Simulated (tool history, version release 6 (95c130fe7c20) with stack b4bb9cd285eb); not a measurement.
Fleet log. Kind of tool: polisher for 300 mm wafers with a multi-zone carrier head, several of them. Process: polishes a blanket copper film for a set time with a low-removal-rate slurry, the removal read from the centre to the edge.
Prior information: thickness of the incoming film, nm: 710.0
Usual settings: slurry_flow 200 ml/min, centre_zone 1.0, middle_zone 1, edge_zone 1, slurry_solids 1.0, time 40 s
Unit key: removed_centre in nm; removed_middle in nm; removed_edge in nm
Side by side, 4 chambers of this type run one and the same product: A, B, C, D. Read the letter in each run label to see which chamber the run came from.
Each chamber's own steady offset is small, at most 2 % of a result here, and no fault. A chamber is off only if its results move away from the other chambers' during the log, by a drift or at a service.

run	hour	slurry_flow	centre_zone	middle_zone	edge_zone	slurry_solids	time	removed_centre	removed_middle	removed_edge
# hour 2.0: chamber A: worn pad replaced by a new one
1C	4.7	200	1.0	1	1	1.0	40	112.91	110.76	112.25
2D	8.6	200	1.0	1	1	1.0	40	113.42	112.61	114.83
3A	12.2	200	1.0	1	1	1.0	40	113.83	112.47	114.09
4B	14.4	200	1.0	1	1	1.0	40	111.06	112.52	113.19
5B	18.1	200	1.0	1	1	1.0	40	110.43	111.79	112.79
6A	21.6	200	1.0	1	1	1.0	40	111.34	113.12	112.11
7D	25.3	200	0.9	1	1	1.0	50	125.81	142.77	142.91
8C	29.5	200	0.9	1	1	1.0	50	125.11	138.99	140.48
# hour 33.1: chamber C: worn pad replaced by a new one
9A	33.8	200	0.9	1	1	1.0	50	125.09	139.41	142.14
10C	36.3	200	0.9	1	1	1.0	50	126.69	139.93	138.75
11B	38.9	200	1.0	1	1	1.0	40	112.58	113.48	115.66
# hour 39.5: chamber B: worn pad replaced by a new one
12D	43.3	200	1.0	1	1	1.0	40	113.55	113.28	114.61
13C	47.0	200	1.0	1	1	1.0	40	111.46	111.71	112.66
14B	49.7	200	1.0	1	1	1.0	40	112.24	113.31	114.91
15D	52.6	200	1.0	1	1	1.0	40	114.99	113.84	114.27
16A	56.4	200	1.0	1	1	1.0	40	112.18	112.64	114.33
17A	60.5	200	1.0	1	1	1.0	40	112.34	111.26	114.24
18B	62.8	200	1.0	1	1	1.0	40	112.18	113.01	113.13
# hour 63.8: chamber D: slurry nozzle cleaned
19D	66.8	200	1.0	1	1	1.0	40	113.85	115.36	112.90
20C	69.0	200	1.0	1	1	1.0	40	113.17	112.86	112.47
21C	73.7	200	1.0	1	1	1.0	40	112.95	112.33	113.50
22A	77.9	200	1.0	1	1	1.0	40	111.83	111.47	113.34
# hour 78.7: chamber D: worn pad replaced by a new one
23D	80.8	200	1.0	1	1	1.0	40	114.84	113.30	113.86
24B	85.4	200	1.0	1	1	1.0	40	111.97	112.00	114.42
25D	88.6	200	1.0	1	1	1.0	40	113.22	113.14	113.06
26C	91.8	200	1.0	1	1	1.0	40	113.01	111.85	111.91
# hour 93.1: chamber A: worn pad replaced by a new one
27B	94.7	200	1.0	1	1	1.0	40	111.83	112.47	113.55
28A	97.7	200	1.0	1	1	1.0	40	112.76	111.77	114.49
29D	101.2	200	1.0	1	1	1.0	40	114.80	112.58	114.33
30B	103.8	200	1.0	1	1	1.0	40	112.74	113.14	114.13
31A	106.9	200	1.0	1	1	1.0	40	112.69	112.69	112.52
32C	109.2	200	1.0	1	1	1.0	40	112.34	111.87	112.56
33C	111.3	200	1.0	1	1	1.0	40	113.62	112.56	111.38
# hour 115.1: chamber B: worn pad replaced by a new one
34B	116.0	200	1.0	1	1	1.0	40	111.07	113.05	114.17
35A	120.6	170	1.0	1	1	1.1	40	110.42	111.48	113.99
36D	124.8	170	1.0	1	1	1.1	40	113.41	113.25	113.96
37D	128.5	170	1.0	1	1	1.1	40	113.36	111.84	114.88
38B	130.8	170	1.0	1	1	1.1	40	110.00	113.29	113.52

Each of the 4 chambers runs these same settings next. Fill in every chamber's results:
39A	134.2	200	1.0	1	1	1.0	45	?	?	?
39B	134.2	200	1.0	1	1	1.0	45	?	?	?
39C	134.2	200	1.0	1	1	1.0	45	?	?	?
39D	134.2	200	1.0	1	1	1.0	45	?	?	?

run	removed_centre	removed_middle	removed_edge
39A	126.87	127.07	126.45
39B	126.26	125.78	128.19
39C	126.50	125.42	127.40
39D	127.45	126.57	129.63
